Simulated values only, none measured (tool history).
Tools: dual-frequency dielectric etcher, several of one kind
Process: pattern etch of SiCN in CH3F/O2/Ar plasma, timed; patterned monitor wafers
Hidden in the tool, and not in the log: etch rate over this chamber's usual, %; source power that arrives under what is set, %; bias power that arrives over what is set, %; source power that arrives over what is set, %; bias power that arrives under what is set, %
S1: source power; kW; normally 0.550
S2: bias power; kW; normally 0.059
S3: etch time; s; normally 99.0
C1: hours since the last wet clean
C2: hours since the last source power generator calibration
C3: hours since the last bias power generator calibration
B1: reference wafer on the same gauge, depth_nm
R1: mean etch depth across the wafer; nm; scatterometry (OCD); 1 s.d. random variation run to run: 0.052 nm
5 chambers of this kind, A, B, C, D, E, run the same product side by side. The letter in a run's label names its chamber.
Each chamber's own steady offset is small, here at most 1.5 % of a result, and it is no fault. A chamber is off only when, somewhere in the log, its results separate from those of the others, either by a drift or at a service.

run   hour     S1     S2     S3     C1      C2      C3      B1      R1
 1A   11.3  0.550  0.059   99.0  458.5  2970.3  4184.6  36.414  39.651
      14.9  -- chamber E: bias power generator calibrated
 2D   21.2  0.550  0.059   99.0  152.0  1032.0   343.1  36.413  38.647
 3B   33.3  0.550  0.059   99.0  143.1  1006.8  3426.6  36.417  39.162
 4C   40.7  0.550  0.059   99.0  327.4  3029.6   695.9  36.444  39.162
 5E   46.9  0.660  0.059   80.5  209.7  2162.2    32.1  36.404  34.133
 6D   53.7  0.660  0.059   80.5  184.5  1064.5   375.6  36.427  33.757
 7C   61.2  0.660  0.059   80.5  347.9  3050.1   716.4  36.424  34.034
 8E   67.9  0.660  0.059   80.5  230.7  2183.2    53.1  36.443  34.057
 9B   78.7  0.660  0.059   80.5  188.5  1052.2  3472.0  36.453  34.141
10A   85.2  0.550  0.059   99.0  532.4  3044.2  4258.5  36.460  39.543
11A   95.1  0.550  0.059   99.0  542.3  3054.1  4268.4  36.453  39.659
12C  104.1  0.550  0.059   99.0  390.8  3093.0   759.3  36.458  39.194
13E  115.1  0.550  0.059   99.0  277.9  2230.4   100.3  36.456  39.087
     116.4  -- chamber A: wet clean of the chamber
14B  123.0  0.550  0.059   99.0  232.8  1096.5  3516.3  36.461  39.273
     123.7  -- chamber C: wet clean of the chamber
15D  130.2  0.550  0.059   99.0  261.0  1141.0   452.1  36.468  38.790
16D  138.2  0.550  0.059   99.0  269.0  1149.0   460.1  36.469  38.727
17B  147.7  0.550  0.059   99.0  257.5  1121.2  3541.0  36.466  39.264
18A  156.3  0.550  0.059   99.0   40.0  3115.3  4329.6  36.482  39.751
19E  167.6  0.550  0.063   99.0  330.4  2282.9   152.8  36.484  39.990
     170.5  -- chamber A: bias power generator calibrated
20C  177.5  0.550  0.063   99.0   53.8  3166.4   832.7  36.506  40.036
21A  187.0  0.550  0.063   99.0   70.7  3146.0    16.6  36.493  40.634
22E  193.1  0.550  0.063   99.0  355.9  2308.4   178.3  36.508  40.050
23B  200.2  0.550  0.063   99.0  310.0  1173.7  3593.5  36.501  40.103
24C  209.7  0.550  0.059   99.0   86.0  3198.6   864.9  36.510  39.166
25D  216.7  0.470  0.052   99.0  347.5  1227.5   538.6  36.512  35.081
26C  223.6  0.470  0.052   99.0   99.9  3212.5   878.8  36.525  35.455
27E  234.9  0.470  0.052   99.0  397.7  2350.2   220.1  36.541  35.558
28B  247.0  0.470  0.052   99.0  356.8  1220.5  3640.3  36.519  35.573
29A  254.4  0.470  0.052   99.0  138.1  3213.4    84.0  36.535  35.925
30D  259.6  0.550  0.059   99.0  390.4  1270.4   581.5  36.540  38.782
31E  268.1  0.550  0.059   99.0  430.9  2383.4   253.3  36.551  39.297
32D  275.5  0.550  0.059   99.0  406.3  1286.3   597.4  36.556  38.853
     280.8  -- chamber B: bias power generator calibrated
33A  281.8  0.550  0.052   99.0  165.5  3240.8   111.4  36.559  38.202
34C  288.0  0.550  0.052   99.0  164.3  3276.9   943.2  36.560  37.612
35B  295.0  0.550  0.052   99.0  404.8  1268.5    14.3  36.553  37.739
36B  306.3  0.550  0.052   99.0  416.1  1279.8    25.6  36.565  37.715
37E  315.1  0.550  0.052   99.0  477.9  2430.4   300.3  36.571  37.690
38A  323.5  0.550  0.059   99.0  207.2  3282.5   153.1  36.565  39.845
39D  330.8  0.550  0.059   99.0  461.6  1341.6   652.7  36.576  38.800
40C  339.9  0.620  0.059  117.0  216.2  3328.8   995.1  36.580  48.564
41E  351.4  0.620  0.059  117.0  514.2  2466.7   336.6  36.596  48.603

Read the log: is a single chamber off, either drifting away or since a service, is the gauge that measures every chamber drifting, or is nothing wrong beyond small per-chamber offsets? Name any odd chamber and what most likely caused it.

Every chamber seems to shift together because the gauge that measures them all drifts; the chambers themselves are fine.
Cause: gauge reads high (%) = 0.542.
